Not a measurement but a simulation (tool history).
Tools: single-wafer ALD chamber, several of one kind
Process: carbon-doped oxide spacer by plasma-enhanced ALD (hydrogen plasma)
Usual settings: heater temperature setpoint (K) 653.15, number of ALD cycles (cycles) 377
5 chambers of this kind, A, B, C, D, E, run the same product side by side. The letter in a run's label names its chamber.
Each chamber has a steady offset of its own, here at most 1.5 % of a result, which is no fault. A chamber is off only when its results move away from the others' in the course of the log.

run	hour	heater temperature setpoint (K)	number of ALD cycles (cycles)	hours since the last thermocouple change	read-back reference wafer on the same gauge, thickness_nm	mean film thickness on the monitor wafer (Å)
1E	6.1	653.15	377	123.3	17.997	189.54
2D	14.3	653.15	377	1103.4	17.992	185.55
3C	22.5	653.15	377	1651.3	17.99	191.15
4A	31.1	653.15	377	1568.8	17.987	188.5
5B	36.2	653.15	377	923.5	17.984	188.43
6B	41.9	653.15	377	929.2	17.986	188.16
7E	50.4	653.15	377	167.6	17.984	189.49
8D	58.3	653.15	377	1147.4	17.977	185.75
9C	64.1	653.15	377	1692.9	17.974	191.07
10A	71.8	653.15	377	1609.5	17.97	188.7
11C	79	653.15	377	1707.8	17.974	190.62
12B	86.7	639.15	307	974	17.966	153.07
13A	93.2	639.15	307	1630.9	17.97	153.5
14E	98.9	639.15	307	216.1	17.965	153.84
# hour 101.4: chamber A: thermocouple changed; heater temperature recalibrated
15D	108.6	639.15	307	1197.7	17.963	150.69
16D	114.6	639.15	307	1203.7	17.957	150.85
17C	122.8	653.15	377	1751.6	17.956	191.02
18E	130.5	653.15	377	247.7	17.957	189.22
19A	139.3	643.15	334	38	17.951	166.77
20B	145.1	643.15	334	1032.4	17.946	166.65
21C	154.2	643.15	334	1783	17.947	169.08
22D	160.8	643.15	334	1249.9	17.943	164.25
23E	169	643.15	334	286.2	17.946	167.31
24A	175.4	653.15	377	74.1	17.943	188.33
25B	181.4	642.15	377	1068.7	17.938	187.51
26E	190.2	642.15	377	307.4	17.935	188.68
27B	196.6	642.15	377	1083.9	17.927	187.72
28D	206.1	642.15	377	1295.2	17.929	184.79
29C	212.8	642.15	377	1841.6	17.922	190.48
30A	219.8	653.15	377	118.5	17.92	188.53
31A	228.3	646.15	377	127	17.922	188.16

All 5 chambers run these settings next. Forecast each chamber's results:
32A	235.2	653.15	377			?
32B	235.2	653.15	377			?
32C	235.2	653.15	377			?
32D	235.2	653.15	377			?
32E	235.2	653.15	377			?

run	mean film thickness on the monitor wafer (Å)
32A	188.03
32B	187.85
32C	189.89
32D	184.67
32E	188.75
